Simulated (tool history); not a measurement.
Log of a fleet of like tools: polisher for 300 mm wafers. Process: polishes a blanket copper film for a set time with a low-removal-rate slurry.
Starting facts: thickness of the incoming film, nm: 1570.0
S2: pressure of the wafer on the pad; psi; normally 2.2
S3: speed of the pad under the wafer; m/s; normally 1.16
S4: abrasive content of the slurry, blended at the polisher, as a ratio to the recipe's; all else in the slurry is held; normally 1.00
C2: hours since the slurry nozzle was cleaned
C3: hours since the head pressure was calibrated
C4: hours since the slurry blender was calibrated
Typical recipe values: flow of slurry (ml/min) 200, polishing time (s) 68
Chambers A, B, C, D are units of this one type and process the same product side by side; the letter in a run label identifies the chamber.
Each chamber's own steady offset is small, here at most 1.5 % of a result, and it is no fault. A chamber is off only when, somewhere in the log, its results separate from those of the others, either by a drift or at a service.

run 1D hour=4.4 | flow_of_slurry_(ml/min)=200 S2=2.2 S3=1.16 S4=1.00 polishing_time_(s)=68 | wafers_polished_on_this_pad=508 C2=490.0 C3=558.8 C4=230.9 | film_removed_(angstrom)=1594.60
-- hour=5.6 chamber A: worn pad replaced by a new one
run 2C hour=8.9 | flow_of_slurry_(ml/min)=200 S2=2.2 S3=1.16 S4=1.00 polishing_time_(s)=68 | wafers_polished_on_this_pad=395 C2=133.6 C3=259.4 C4=203.0 | film_removed_(angstrom)=1583.00
run 3B hour=14.2 | flow_of_slurry_(ml/min)=200 S2=2.2 S3=1.16 S4=1.00 polishing_time_(s)=68 | wafers_polished_on_this_pad=935 C2=210.1 C3=56.6 C4=63.8 | film_removed_(angstrom)=1547.80
run 4A hour=20.3 | flow_of_slurry_(ml/min)=200 S2=2.2 S3=1.16 S4=1.00 polishing_time_(s)=68 | wafers_polished_on_this_pad=181 C2=405.1 C3=99.0 C4=87.3 | film_removed_(angstrom)=1582.20
-- hour=24.3 chamber D: worn pad replaced by a new one
run 5D hour=26.7 | flow_of_slurry_(ml/min)=200 S2=2.2 S3=1.16 S4=1.00 polishing_time_(s)=68 | wafers_polished_on_this_pad=29 C2=512.3 C3=581.1 C4=253.2 | film_removed_(angstrom)=1590.90
-- hour=31.5 chamber B: worn pad replaced by a new one
run 6B hour=32.0 | flow_of_slurry_(ml/min)=200 S2=2.2 S3=1.16 S4=1.00 polishing_time_(s)=68 | wafers_polished_on_this_pad=6 C2=227.9 C3=74.4 C4=81.6 | film_removed_(angstrom)=1563.00
run 7C hour=38.7 | flow_of_slurry_(ml/min)=200 S2=2.2 S3=1.16 S4=1.00 polishing_time_(s)=68 | wafers_polished_on_this_pad=762 C2=163.4 C3=289.2 C4=232.8 | film_removed_(angstrom)=1573.60
run 8A hour=45.8 | flow_of_slurry_(ml/min)=200 S2=2.2 S3=1.16 S4=1.00 polishing_time_(s)=68 | wafers_polished_on_this_pad=495 C2=430.6 C3=124.5 C4=112.8 | film_removed_(angstrom)=1598.30
run 9C hour=54.7 | flow_of_slurry_(ml/min)=200 S2=2.2 S3=1.16 S4=1.00 polishing_time_(s)=68 | wafers_polished_on_this_pad=959 C2=179.4 C3=305.2 C4=248.8 | film_removed_(angstrom)=1579.00
run 10A hour=60.3 | flow_of_slurry_(ml/min)=200 S2=2.2 S3=1.16 S4=1.00 polishing_time_(s)=68 | wafers_polished_on_this_pad=673 C2=445.1 C3=139.0 C4=127.3 | film_removed_(angstrom)=1580.30
-- hour=64.6 chamber D: slurry nozzle cleaned
run 11D hour=65.7 | flow_of_slurry_(ml/min)=200 S2=2.2 S3=1.16 S4=1.25 polishing_time_(s)=68 | wafers_polished_on_this_pad=510 C2=1.1 C3=620.1 C4=292.2 | film_removed_(angstrom)=1652.70
-- hour=69.1 chamber A: worn pad replaced by a new one
run 12B hour=74.3 | flow_of_slurry_(ml/min)=200 S2=2.2 S3=1.16 S4=1.25 polishing_time_(s)=68 | wafers_polished_on_this_pad=527 C2=270.2 C3=116.7 C4=123.9 | film_removed_(angstrom)=1637.80
run 13C hour=82.2 | flow_of_slurry_(ml/min)=200 S2=2.2 S3=1.16 S4=1.25 polishing_time_(s)=68 | wafers_polished_on_this_pad=1298 C2=206.9 C3=332.7 C4=276.3 | film_removed_(angstrom)=1653.10
-- hour=86.9 chamber D: worn pad replaced by a new one
run 14D hour=91.9 | flow_of_slurry_(ml/min)=200 S2=2.2 S3=1.16 S4=1.25 polishing_time_(s)=68 | wafers_polished_on_this_pad=62 C2=27.3 C3=646.3 C4=318.4 | film_removed_(angstrom)=1665.80
run 15A hour=97.4 | flow_of_slurry_(ml/min)=200 S2=2.2 S3=1.16 S4=1.00 polishing_time_(s)=68 | wafers_polished_on_this_pad=348 C2=482.2 C3=176.1 C4=164.4 | film_removed_(angstrom)=1564.50
-- hour=97.7 chamber C: worn pad replaced by a new one
run 16B hour=105.9 | flow_of_slurry_(ml/min)=200 S2=2.2 S3=1.16 S4=1.00 polishing_time_(s)=68 | wafers_polished_on_this_pad=916 C2=301.8 C3=148.3 C4=155.5 | film_removed_(angstrom)=1565.20
run 17C hour=112.5 | flow_of_slurry_(ml/min)=200 S2=2.2 S3=1.16 S4=1.00 polishing_time_(s)=68 | wafers_polished_on_this_pad=182 C2=237.2 C3=363.0 C4=306.6 | film_removed_(angstrom)=1550.00
-- hour=119.8 chamber B: worn pad replaced by a new one
run 18B hour=121.7 | flow_of_slurry_(ml/min)=200 S2=2.2 S3=1.16 S4=1.00 polishing_time_(s)=68 | wafers_polished_on_this_pad=23 C2=317.6 C3=164.1 C4=171.3 | film_removed_(angstrom)=1530.30
-- hour=125.6 chamber A: worn pad replaced by a new one
run 19A hour=129.2 | flow_of_slurry_(ml/min)=200 S2=2.2 S3=1.16 S4=1.00 polishing_time_(s)=68 | wafers_polished_on_this_pad=44 C2=514.0 C3=207.9 C4=196.2 | film_removed_(angstrom)=1606.10
run 20D hour=134.7 | flow_of_slurry_(ml/min)=200 S2=2.2 S3=1.16 S4=1.00 polishing_time_(s)=68 | wafers_polished_on_this_pad=589 C2=70.1 C3=689.1 C4=361.2 | film_removed_(angstrom)=1561.20
-- hour=137.9 chamber D: worn pad replaced by a new one
run 21A hour=140.9 | flow_of_slurry_(ml/min)=200 S2=2.2 S3=0.82 S4=1.00 polishing_time_(s)=51 | wafers_polished_on_this_pad=188 C2=525.7 C3=219.6 C4=207.9 | film_removed_(angstrom)=831.73
-- hour=141.1 chamber C: head pressure recalibrated
run 22B hour=148.3 | flow_of_slurry_(ml/min)=200 S2=2.2 S3=0.82 S4=1.00 polishing_time_(s)=51 | wafers_polished_on_this_pad=351 C2=344.2 C3=190.7 C4=197.9 | film_removed_(angstrom)=840.72
run 23D hour=154.3 | flow_of_slurry_(ml/min)=200 S2=2.2 S3=0.82 S4=1.00 polishing_time_(s)=51 | wafers_polished_on_this_pad=202 C2=89.7 C3=708.7 C4=380.8 | film_removed_(angstrom)=868.49
run 24C hour=160.0 | flow_of_slurry_(ml/min)=200 S2=2.2 S3=0.82 S4=1.00 polishing_time_(s)=51 | wafers_polished_on_this_pad=767 C2=284.7 C3=19.0 C4=354.1 | film_removed_(angstrom)=805.73
run 25A hour=165.8 | flow_of_slurry_(ml/min)=200 S2=2.2 S3=1.16 S4=1.00 polishing_time_(s)=68 | wafers_polished_on_this_pad=495 C2=550.6 C3=244.5 C4=232.8 | film_removed_(angstrom)=1583.20
run 26B hour=170.5 | flow_of_slurry_(ml/min)=200 S2=2.2 S3=1.16 S4=1.00 polishing_time_(s)=68 | wafers_polished_on_this_pad=624 C2=366.4 C3=212.9 C4=220.1 | film_removed_(angstrom)=1561.40
run 27C hour=177.8 | flow_of_slurry_(ml/min)=200 S2=2.2 S3=1.16 S4=1.00 polishing_time_(s)=68 | wafers_polished_on_this_pad=986 C2=302.5 C3=36.8 C4=371.9 | film_removed_(angstrom)=1511.80
-- hour=178.2 chamber A: worn pad replaced by a new one
-- hour=178.4 chamber C: slurry nozzle cleaned
-- hour=181.9 chamber A: slurry nozzle cleaned
run 28D hour=186.3 | flow_of_slurry_(ml/min)=200 S2=2.2 S3=0.86 S4=1.00 polishing_time_(s)=68 | wafers_polished_on_this_pad=596 C2=121.7 C3=740.7 C4=412.8 | film_removed_(angstrom)=1187.80
-- hour=190.9 chamber D: worn pad replaced by a new one
run 29C hour=191.0 | flow_of_slurry_(ml/min)=200 S2=2.2 S3=0.86 S4=1.00 polishing_time_(s)=68 | wafers_polished_on_this_pad=1149 C2=12.7 C3=50.0 C4=385.1 | film_removed_(angstrom)=1128.40
-- hour=193.4 chamber C: worn pad replaced by a new one
run 30A hour=199.1 | flow_of_slurry_(ml/min)=200 S2=2.2 S3=0.86 S4=1.00 polishing_time_(s)=68 | wafers_polished_on_this_pad=257 C2=17.3 C3=277.8 C4=266.1 | film_removed_(angstrom)=1175.20
run 31B hour=204.1 | flow_of_slurry_(ml/min)=200 S2=2.2 S3=0.86 S4=1.00 polishing_time_(s)=68 | wafers_polished_on_this_pad=1038 C2=400.0 C3=246.5 C4=253.7 | film_removed_(angstrom)=1157.80
run 32D hour=211.2 | flow_of_slurry_(ml/min)=200 S2=2.2 S3=1.16 S4=1.00 polishing_time_(s)=68 | wafers_polished_on_this_pad=250 C2=146.6 C3=765.6 C4=437.7 | film_removed_(angstrom)=1598.40
run 33D hour=218.5 | flow_of_slurry_(ml/min)=200 S2=2.2 S3=1.16 S4=1.00 polishing_time_(s)=68 | wafers_polished_on_this_pad=340 C2=153.9 C3=772.9 C4=445.0 | film_removed_(angstrom)=1584.60
-- hour=220.1 chamber B: worn pad replaced by a new one
run 34B hour=223.5 | flow_of_slurry_(ml/min)=200 S2=2.2 S3=1.16 S4=1.00 polishing_time_(s)=68 | wafers_polished_on_this_pad=42 C2=419.4 C3=265.9 C4=273.1 | film_removed_(angstrom)=1553.10
run 35C hour=229.0 | flow_of_slurry_(ml/min)=200 S2=2.2 S3=0.80 S4=0.75 polishing_time_(s)=68 | wafers_polished_on_this_pad=438 C2=50.7 C3=88.0 C4=423.1 | film_removed_(angstrom)=967.21
-- hour=236.4 chamber A: worn pad replaced by a new one
run 36A hour=237.3 | flow_of_slurry_(ml/min)=200 S2=2.2 S3=0.80 S4=0.75 polishing_time_(s)=68 | wafers_polished_on_this_pad=11 C2=55.5 C3=316.0 C4=304.3 | film_removed_(angstrom)=1003.90
-- hour=241.8 chamber D: worn pad replaced by a new one
run 37C hour=246.5 | flow_of_slurry_(ml/min)=200 S2=2.2 S3=0.80 S4=0.75 polishing_time_(s)=68 | wafers_polished_on_this_pad=654 C2=68.2 C3=105.5 C4=440.6 | film_removed_(angstrom)=959.39
run 38D hour=251.1 | flow_of_slurry_(ml/min)=200 S2=2.2 S3=0.80 S4=0.75 polishing_time_(s)=68 | wafers_polished_on_this_pad=115 C2=186.5 C3=805.5 C4=477.6 | film_removed_(angstrom)=1037.80
run 39A hour=256.4 | flow_of_slurry_(ml/min)=200 S2=2.2 S3=1.16 S4=1.00 polishing_time_(s)=68 | wafers_polished_on_this_pad=246 C2=74.6 C3=335.1 C4=323.4 | film_removed_(angstrom)=1586.80
run 40B hour=265.6 | flow_of_slurry_(ml/min)=200 S2=2.2 S3=1.16 S4=1.00 polishing_time_(s)=68 | wafers_polished_on_this_pad=560 C2=461.5 C3=308.0 C4=315.2 | film_removed_(angstrom)=1566.20
run 41A hour=273.3 | flow_of_slurry_(ml/min)=200 S2=1.5 S3=1.16 S4=1.00 polishing_time_(s)=68 | wafers_polished_on_this_pad=454 C2=91.5 C3=352.0 C4=340.3 | film_removed_(angstrom)=1079.00
run 42C hour=279.4 | flow_of_slurry_(ml/min)=200 S2=1.5 S3=1.16 S4=1.00 polishing_time_(s)=68 | wafers_polished_on_this_pad=1059 C2=101.1 C3=138.4 C4=473.5 | film_removed_(angstrom)=1017.10

For the next run the whole fleet of 4 chambers uses the same settings. Give each chamber's results:
run 43A hour=286.4 | flow_of_slurry_(ml/min)=200 S2=2.2 S3=1.16 S4=1.00 polishing_time_(s)=68 | film_removed_(angstrom)=?
run 43B hour=286.4 | flow_of_slurry_(ml/min)=200 S2=2.2 S3=1.16 S4=1.00 polishing_time_(s)=68 | film_removed_(angstrom)=?
run 43C hour=286.4 | flow_of_slurry_(ml/min)=200 S2=2.2 S3=1.16 S4=1.00 polishing_time_(s)=68 | film_removed_(angstrom)=?
run 43D hour=286.4 | flow_of_slurry_(ml/min)=200 S2=2.2 S3=1.16 S4=1.00 polishing_time_(s)=68 | film_removed_(angstrom)=?

run=43A film_removed_(angstrom)=1579.70
run=43B film_removed_(angstrom)=1541.40
run=43C film_removed_(angstrom)=1487.70
run=43D film_removed_(angstrom)=1598.80
